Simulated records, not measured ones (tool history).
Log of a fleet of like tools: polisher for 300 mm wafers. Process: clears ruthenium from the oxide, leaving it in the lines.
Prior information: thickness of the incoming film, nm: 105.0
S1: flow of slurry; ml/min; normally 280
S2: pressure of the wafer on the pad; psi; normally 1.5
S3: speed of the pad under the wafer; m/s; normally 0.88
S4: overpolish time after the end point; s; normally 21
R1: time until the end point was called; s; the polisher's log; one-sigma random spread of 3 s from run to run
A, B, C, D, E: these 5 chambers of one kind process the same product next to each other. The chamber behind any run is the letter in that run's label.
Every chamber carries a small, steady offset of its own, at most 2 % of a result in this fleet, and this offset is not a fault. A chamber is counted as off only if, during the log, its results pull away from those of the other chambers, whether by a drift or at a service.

-- day=0.100 chamber D: worn pad replaced by a new one
run 1A day=0.204 | S1=280 S2=1.5 S3=0.88 S4=21 | R1=168.55
run 2E day=0.404 | S1=280 S2=1.5 S3=0.88 S4=21 | R1=171.18
run 3B day=0.688 | S1=280 S2=1.5 S3=0.88 S4=21 | R1=167.57
run 4D day=0.850 | S1=280 S2=1.5 S3=0.88 S4=21 | R1=182.11
-- day=0.929 chamber A: head pressure recalibrated
-- day=0.954 chamber C: slurry nozzle cleaned
run 5C day=1.162 | S1=280 S2=1.5 S3=0.88 S4=21 | R1=171.50
run 6D day=1.421 | S1=280 S2=1.5 S3=0.88 S4=21 | R1=172.00
run 7A day=1.588 | S1=280 S2=1.5 S3=0.88 S4=21 | R1=172.96
run 8B day=1.846 | S1=280 S2=1.5 S3=0.88 S4=21 | R1=164.64
run 9C day=2.054 | S1=280 S2=1.5 S3=0.88 S4=21 | R1=173.21
run 10E day=2.388 | S1=280 S2=1.5 S3=0.88 S4=21 | R1=177.35
run 11B day=2.588 | S1=280 S2=1.5 S3=0.88 S4=21 | R1=177.46
-- day=2.738 chamber B: worn pad replaced by a new one
run 12C day=2.871 | S1=280 S2=1.5 S3=0.88 S4=21 | R1=168.90
-- day=3.104 chamber A: worn pad replaced by a new one
run 13E day=3.225 | S1=280 S2=1.5 S3=0.88 S4=21 | R1=174.09
run 14D day=3.454 | S1=280 S2=1.5 S3=0.88 S4=21 | R1=177.93
run 15A day=3.783 | S1=280 S2=1.5 S3=0.88 S4=21 | R1=172.68
run 16E day=4.021 | S1=280 S2=1.5 S3=0.88 S4=21 | R1=174.77
run 17B day=4.350 | S1=280 S2=1.7 S3=0.88 S4=21 | R1=150.28
run 18A day=4.508 | S1=280 S2=1.7 S3=0.88 S4=21 | R1=149.05
-- day=4.646 chamber E: worn pad replaced by a new one
run 19D day=4.733 | S1=280 S2=1.7 S3=0.88 S4=21 | R1=152.55
run 20C day=4.888 | S1=280 S2=1.7 S3=0.88 S4=21 | R1=148.90
-- day=5.075 chamber C: worn pad replaced by a new one
run 21E day=5.142 | S1=280 S2=1.7 S3=0.88 S4=21 | R1=150.33
run 22B day=5.404 | S1=280 S2=1.5 S3=0.88 S4=21 | R1=173.59
run 23C day=5.729 | S1=280 S2=1.5 S3=0.88 S4=21 | R1=167.83
run 24D day=5.996 | S1=280 S2=1.5 S3=0.88 S4=28 | R1=177.38
run 25A day=6.304 | S1=280 S2=1.5 S3=0.88 S4=28 | R1=168.21
-- day=6.338 chamber D: worn pad replaced by a new one
run 26A day=6.525 | S1=280 S2=1.5 S3=0.88 S4=28 | R1=170.30
run 27D day=6.696 | S1=280 S2=1.5 S3=0.88 S4=28 | R1=170.22
run 28C day=6.996 | S1=280 S2=1.5 S3=0.88 S4=28 | R1=169.81
run 29B day=7.258 | S1=280 S2=1.5 S3=0.88 S4=21 | R1=170.28
run 30E day=7.525 | S1=330 S2=1.1 S3=0.88 S4=21 | R1=230.00
run 31C day=7.729 | S1=330 S2=1.1 S3=0.88 S4=21 | R1=234.54
run 32A day=7.946 | S1=330 S2=1.1 S3=0.88 S4=21 | R1=230.01

Predict what each chamber gives when all 5 of them run the settings below next.
run 33A day=8.204 | S1=280 S2=1.5 S3=1.14 S4=21 | R1=?
run 33B day=8.204 | S1=280 S2=1.5 S3=1.14 S4=21 | R1=?
run 33C day=8.204 | S1=280 S2=1.5 S3=1.14 S4=21 | R1=?
run 33D day=8.204 | S1=280 S2=1.5 S3=1.14 S4=21 | R1=?
run 33E day=8.204 | S1=280 S2=1.5 S3=1.14 S4=21 | R1=?

run=33A R1=137.43
run=33B R1=136.09
run=33C R1=129.00
run=33D R1=140.46
run=33E R1=137.18

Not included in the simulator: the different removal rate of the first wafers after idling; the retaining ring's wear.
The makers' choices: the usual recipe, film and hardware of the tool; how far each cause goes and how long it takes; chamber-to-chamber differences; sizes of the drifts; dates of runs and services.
